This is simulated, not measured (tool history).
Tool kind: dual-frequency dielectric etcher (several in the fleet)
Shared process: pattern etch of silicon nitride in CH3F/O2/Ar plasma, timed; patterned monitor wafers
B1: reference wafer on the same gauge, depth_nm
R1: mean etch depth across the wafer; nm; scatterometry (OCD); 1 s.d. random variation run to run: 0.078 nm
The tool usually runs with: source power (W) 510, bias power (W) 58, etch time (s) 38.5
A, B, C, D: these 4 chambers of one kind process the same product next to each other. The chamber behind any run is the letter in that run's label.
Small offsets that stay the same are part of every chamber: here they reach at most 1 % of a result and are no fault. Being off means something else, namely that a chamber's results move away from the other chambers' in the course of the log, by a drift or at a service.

run 1B hour=12.8 | source_power_(W)=510 bias_power_(W)=58 etch_time_(s)=38.5 | B1=27.992 | R1=27.472
run 2A hour=27 | source_power_(W)=510 bias_power_(W)=58 etch_time_(s)=38.5 | B1=27.991 | R1=27.557
run 3D hour=40.9 | source_power_(W)=510 bias_power_(W)=58 etch_time_(s)=38.5 | B1=28.011 | R1=27.374
run 4C hour=54.1 | source_power_(W)=510 bias_power_(W)=58 etch_time_(s)=38.5 | B1=27.991 | R1=27.749
-- hour=58.1 chamber B: wet clean of the chamber
run 5A hour=65.2 | source_power_(W)=510 bias_power_(W)=58 etch_time_(s)=38.5 | B1=27.992 | R1=27.571
run 6D hour=79.2 | source_power_(W)=510 bias_power_(W)=64 etch_time_(s)=38.5 | B1=28 | R1=28.302
-- hour=80 chamber D: bias power generator calibrated
-- hour=85.1 chamber D: wet clean of the chamber
run 7B hour=91.4 | source_power_(W)=510 bias_power_(W)=64 etch_time_(s)=38.5 | B1=27.982 | R1=28.32
run 8C hour=105.1 | source_power_(W)=510 bias_power_(W)=64 etch_time_(s)=38.5 | B1=28.014 | R1=28.548
run 9C hour=114.5 | source_power_(W)=510 bias_power_(W)=64 etch_time_(s)=38.5 | B1=28.013 | R1=28.663
run 10B hour=125.3 | source_power_(W)=510 bias_power_(W)=58 etch_time_(s)=38.5 | B1=27.994 | R1=27.472
run 11D hour=138.5 | source_power_(W)=630 bias_power_(W)=58 etch_time_(s)=38.5 | B1=27.979 | R1=29.763
run 12A hour=146.1 | source_power_(W)=630 bias_power_(W)=58 etch_time_(s)=38.5 | B1=28 | R1=29.644
run 13A hour=153 | source_power_(W)=630 bias_power_(W)=58 etch_time_(s)=38.5 | B1=27.965 | R1=29.745
run 14B hour=163.5 | source_power_(W)=630 bias_power_(W)=58 etch_time_(s)=38.5 | B1=28.001 | R1=29.847
run 15D hour=171.7 | source_power_(W)=620 bias_power_(W)=65 etch_time_(s)=38.5 | B1=28.009 | R1=30.745
run 16C hour=182.1 | source_power_(W)=620 bias_power_(W)=65 etch_time_(s)=38.5 | B1=28.004 | R1=30.989
run 17D hour=191.6 | source_power_(W)=620 bias_power_(W)=65 etch_time_(s)=38.5 | B1=27.996 | R1=30.758
run 18B hour=201.6 | source_power_(W)=620 bias_power_(W)=65 etch_time_(s)=38.5 | B1=28.004 | R1=30.848
run 19C hour=212.5 | source_power_(W)=510 bias_power_(W)=58 etch_time_(s)=38.5 | B1=28.013 | R1=27.658
run 20A hour=222.9 | source_power_(W)=510 bias_power_(W)=58 etch_time_(s)=38.5 | B1=28.006 | R1=27.24
run 21D hour=231.7 | source_power_(W)=510 bias_power_(W)=58 etch_time_(s)=38.5 | B1=28.007 | R1=27.266
-- hour=234 chamber C: bias power generator calibrated
run 22A hour=244.2 | source_power_(W)=510 bias_power_(W)=58 etch_time_(s)=38.5 | B1=28.004 | R1=27.125
run 23C hour=256.9 | source_power_(W)=510 bias_power_(W)=58 etch_time_(s)=38.5 | B1=27.986 | R1=27.752
run 24B hour=264.5 | source_power_(W)=510 bias_power_(W)=58 etch_time_(s)=38.5 | B1=27.99 | R1=27.344
run 25D hour=276.8 | source_power_(W)=510 bias_power_(W)=58 etch_time_(s)=38.5 | B1=27.999 | R1=27.562
run 26B hour=287.3 | source_power_(W)=510 bias_power_(W)=58 etch_time_(s)=38.5 | B1=27.999 | R1=27.617
run 27A hour=300.4 | source_power_(W)=510 bias_power_(W)=58 etch_time_(s)=38.5 | B1=27.976 | R1=27.173
run 28C hour=307.7 | source_power_(W)=510 bias_power_(W)=65 etch_time_(s)=32.5 | B1=27.99 | R1=24.256
run 29C hour=321.3 | source_power_(W)=510 bias_power_(W)=65 etch_time_(s)=32.5 | B1=27.986 | R1=24.316
run 30B hour=327.7 | source_power_(W)=510 bias_power_(W)=65 etch_time_(s)=32.5 | B1=27.998 | R1=24.151
run 31D hour=341.6 | source_power_(W)=510 bias_power_(W)=65 etch_time_(s)=32.5 | B1=28.026 | R1=23.977
run 32A hour=354 | source_power_(W)=510 bias_power_(W)=58 etch_time_(s)=38.5 | B1=28.007 | R1=27.001
run 33A hour=361.7 | source_power_(W)=510 bias_power_(W)=58 etch_time_(s)=38.5 | B1=27.99 | R1=26.847
run 34C hour=373.1 | source_power_(W)=510 bias_power_(W)=58 etch_time_(s)=38.5 | B1=28.018 | R1=27.564
run 35D hour=380.8 | source_power_(W)=510 bias_power_(W)=58 etch_time_(s)=38.5 | B1=27.986 | R1=27.473
run 36B hour=393.8 | source_power_(W)=470 bias_power_(W)=58 etch_time_(s)=43 | B1=28.004 | R1=29.783
run 37A hour=402.1 | source_power_(W)=470 bias_power_(W)=58 etch_time_(s)=43 | B1=27.984 | R1=28.927
run 38C hour=411.7 | source_power_(W)=470 bias_power_(W)=58 etch_time_(s)=43 | B1=27.98 | R1=30.109
run 39D hour=421.1 | source_power_(W)=470 bias_power_(W)=58 etch_time_(s)=43 | B1=28.002 | R1=29.644
run 40B hour=431.5 | source_power_(W)=400 bias_power_(W)=70 etch_time_(s)=38.5 | B1=28.007 | R1=26.467
run 41A hour=445.8 | source_power_(W)=400 bias_power_(W)=70 etch_time_(s)=38.5 | B1=28.013 | R1=25.873
run 42C hour=453.9 | source_power_(W)=400 bias_power_(W)=70 etch_time_(s)=38.5 | B1=28.003 | R1=26.843

Next, every chamber runs the same settings. What will each give?
run 43A hour=464.1 | source_power_(W)=510 bias_power_(W)=58 etch_time_(s)=29.5 | R1=?
run 43B hour=464.1 | source_power_(W)=510 bias_power_(W)=58 etch_time_(s)=29.5 | R1=?
run 43C hour=464.1 | source_power_(W)=510 bias_power_(W)=58 etch_time_(s)=29.5 | R1=?
run 43D hour=464.1 | source_power_(W)=510 bias_power_(W)=58 etch_time_(s)=29.5 | R1=?

run=43A R1=20.398
run=43B R1=21.058
run=43C R1=21.342
run=43D R1=21.02
